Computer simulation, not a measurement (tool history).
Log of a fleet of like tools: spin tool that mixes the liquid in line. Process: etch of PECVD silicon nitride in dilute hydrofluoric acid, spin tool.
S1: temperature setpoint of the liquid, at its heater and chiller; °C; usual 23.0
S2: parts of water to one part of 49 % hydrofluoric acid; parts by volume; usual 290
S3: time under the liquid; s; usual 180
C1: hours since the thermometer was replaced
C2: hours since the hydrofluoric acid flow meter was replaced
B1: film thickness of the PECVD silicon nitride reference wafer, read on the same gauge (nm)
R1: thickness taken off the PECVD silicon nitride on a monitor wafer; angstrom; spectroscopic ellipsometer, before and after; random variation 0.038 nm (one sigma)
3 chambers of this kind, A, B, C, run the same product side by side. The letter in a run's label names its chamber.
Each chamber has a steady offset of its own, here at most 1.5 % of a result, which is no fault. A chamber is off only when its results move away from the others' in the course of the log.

run	day	S1	S2	S3	C1	C2	B1	R1
1C	0.154	23.0	290	180	2033.9	1120.5	69.993	34.369
2A	0.350	23.0	290	180	12.2	2070.6	69.996	34.083
3B	0.479	23.0	290	180	897.2	747.2	69.991	33.291
4A	0.712	23.0	290	180	20.9	2079.3	70.000	33.758
5B	0.921	23.0	290	180	907.8	757.8	70.019	33.829
6C	1.179	23.0	290	180	2058.5	1145.1	69.962	34.137
7C	1.446	23.0	290	180	2064.9	1151.5	70.044	33.673
8A	1.612	23.0	290	180	42.5	2100.9	70.009	33.688
9B	1.883	19.5	410	180	930.9	780.9	70.025	19.338
10C	2.117	19.5	410	180	2081.0	1167.6	70.024	19.072
11B	2.388	19.5	410	180	943.0	793.0	70.033	19.317
12A	2.512	23.0	290	180	64.1	2122.5	70.016	34.033
13A	2.775	23.0	350	145	70.4	2128.8	70.033	23.046
14B	3.054	23.0	350	145	959.0	809.0	69.982	22.415
15C	3.246	23.0	350	145	2108.1	1194.7	70.005	22.640
# day 3.404: chamber A: hydrofluoric acid flow meter replaced
16B	3.488	23.0	290	180	969.4	819.4	69.986	33.852
17C	3.688	23.0	290	180	2118.7	1205.3	69.997	33.684
18A	3.846	23.0	290	180	96.1	10.7	70.022	33.254
19B	3.996	23.0	290	180	981.6	831.6	70.035	33.353
20A	4.133	23.0	290	180	103.0	17.6	69.973	33.450
21C	4.329	23.0	290	180	2134.1	1220.7	69.974	33.987
22A	4.512	23.0	290	180	112.1	26.7	69.997	33.786
23C	4.633	23.0	170	130	2141.4	1228.0	70.081	41.091
24B	4.825	23.0	170	130	1001.5	851.5	69.982	41.732
25A	5.079	23.0	170	130	125.7	40.3	70.025	41.182
26B	5.208	23.0	220	180	1010.7	860.7	70.034	44.973
27C	5.454	23.0	220	180	2161.1	1247.7	69.952	44.133
28C	5.721	23.0	220	180	2167.5	1254.1	70.006	44.880
29A	5.875	23.0	290	180	144.8	59.4	70.045	33.974
30B	6.088	23.0	290	180	1031.8	881.8	70.031	33.971
31A	6.283	23.0	290	180	154.6	69.2	70.031	33.616
32C	6.521	23.0	290	180	2186.7	1273.3	70.020	33.727
33B	6.775	23.0	290	180	1048.3	898.3	69.929	33.896
34C	6.933	23.0	290	180	2196.6	1283.2	70.022	33.903
35A	7.217	23.0	290	180	177.0	91.6	69.960	33.571
36B	7.425	23.0	290	180	1063.9	913.9	70.000	33.038
37C	7.612	19.0	290	180	2212.9	1299.5	69.971	26.120
38A	7.850	19.0	290	180	192.2	106.8	69.995	25.797

Next, every chamber runs the same settings. What will each give?
39A	8.054	23.0	290	180				?
39B	8.054	23.0	290	180				?
39C	8.054	23.0	290	180				?

run	R1
39A	33.485
39B	33.760
39C	33.751
